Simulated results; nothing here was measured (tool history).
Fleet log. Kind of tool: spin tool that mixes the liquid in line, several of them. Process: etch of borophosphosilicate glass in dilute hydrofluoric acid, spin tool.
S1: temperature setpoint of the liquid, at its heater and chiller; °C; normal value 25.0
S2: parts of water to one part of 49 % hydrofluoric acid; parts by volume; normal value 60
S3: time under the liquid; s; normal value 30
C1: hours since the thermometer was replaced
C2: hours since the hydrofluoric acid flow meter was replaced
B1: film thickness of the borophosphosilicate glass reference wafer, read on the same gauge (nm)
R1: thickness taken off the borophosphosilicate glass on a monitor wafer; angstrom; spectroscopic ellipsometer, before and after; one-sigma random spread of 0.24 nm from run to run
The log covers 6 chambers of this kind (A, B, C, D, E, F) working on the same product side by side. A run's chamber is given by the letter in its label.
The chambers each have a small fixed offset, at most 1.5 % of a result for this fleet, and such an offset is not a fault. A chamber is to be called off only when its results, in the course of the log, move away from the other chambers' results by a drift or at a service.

run,hour,S1,S2,S3,C1,C2,B1,R1
1F,12.8,25.0,60,30,1156.3,330.3,130.02,308.27
2A,21.0,25.0,60,30,149.1,494.3,130.00,309.03
3D,28.8,25.0,60,30,666.5,705.1,130.02,300.89
4C,36.6,25.0,60,30,548.0,1430.6,130.01,304.60
5B,47.9,25.0,60,30,311.6,1932.9,130.03,308.83
6E,59.9,23.5,60,20,100.7,951.8,130.02,195.21
7F,73.1,23.5,60,20,1216.6,390.6,129.99,189.88
8D,86.3,23.5,60,20,724.0,762.6,129.98,188.39
9C,98.5,23.5,60,20,609.9,1492.5,130.00,193.37
10B,111.6,23.5,60,20,375.3,1996.6,130.01,190.76
11A,119.2,23.5,60,20,247.3,592.5,129.99,194.19
12E,132.4,27.0,80,30,173.2,1024.3,130.00,242.67
13E,141.9,27.0,80,30,182.7,1033.8,129.99,242.75
14D,151.2,27.0,80,30,788.9,827.5,130.00,239.37
15A,164.4,27.0,80,30,292.5,637.7,130.00,244.28
# hour 169.7: chamber D: hydrofluoric acid flow meter replaced
16C,173.8,27.0,80,30,685.2,1567.8,130.00,243.92
17B,187.0,27.0,80,30,450.7,2072.0,130.00,238.43
18F,195.3,25.0,60,30,1338.8,512.8,130.00,306.29
19E,207.9,25.0,60,30,248.7,1099.8,130.01,310.93
# hour 209.8: chamber E: hydrofluoric acid flow meter replaced
20F,217.2,25.0,60,30,1360.7,534.7,130.00,305.18
21C,231.0,25.0,60,30,742.4,1625.0,129.99,309.62
22D,245.0,25.0,60,30,882.7,75.4,129.99,300.93
23A,255.4,25.0,60,30,383.5,728.7,129.99,305.32
24B,268.4,21.0,85,30,532.1,2153.4,130.01,174.66
25C,278.0,21.0,85,30,789.4,1672.0,129.99,179.23
26A,292.1,21.0,85,30,420.2,765.4,129.99,178.78
27E,306.5,21.0,85,30,347.3,96.8,130.02,177.16
28F,316.1,21.0,85,30,1459.6,633.6,129.98,176.71
# hour 317.7: chamber F: thermometer replaced
29B,330.0,21.0,85,30,593.7,2215.0,130.00,176.49
30D,338.8,25.0,60,30,976.5,169.2,130.00,304.25
31A,346.7,25.0,60,30,474.8,820.0,129.99,302.02
32F,360.3,25.0,60,30,42.6,677.8,130.01,305.21
33E,366.9,25.0,60,15,407.7,157.2,130.02,155.60
34C,375.2,25.0,60,15,886.6,1769.2,129.98,153.93
35D,389.7,25.0,60,15,1027.4,220.1,130.00,151.01
36B,402.0,25.0,60,15,665.7,2287.0,129.98,150.64
37F,413.7,25.0,60,15,96.0,731.2,129.99,154.32
38C,425.8,25.0,60,15,937.2,1819.8,130.02,152.97
39B,434.9,25.0,60,30,698.6,2319.9,129.99,305.73
40A,441.9,25.0,60,30,570.0,915.2,130.01,309.74
41E,451.8,25.0,60,30,492.6,242.1,130.01,309.30
42D,460.3,25.0,60,30,1098.0,290.7,129.98,304.83
43D,468.3,25.0,60,30,1106.0,298.7,129.99,301.91

Is one chamber out of step, is the gauge drifting, or do the chambers differ by no more than their own small offsets? For an off chamber, give its letter and the likeliest cause.

No chamber stands off beyond its own small offset, and the gauge holds steady.

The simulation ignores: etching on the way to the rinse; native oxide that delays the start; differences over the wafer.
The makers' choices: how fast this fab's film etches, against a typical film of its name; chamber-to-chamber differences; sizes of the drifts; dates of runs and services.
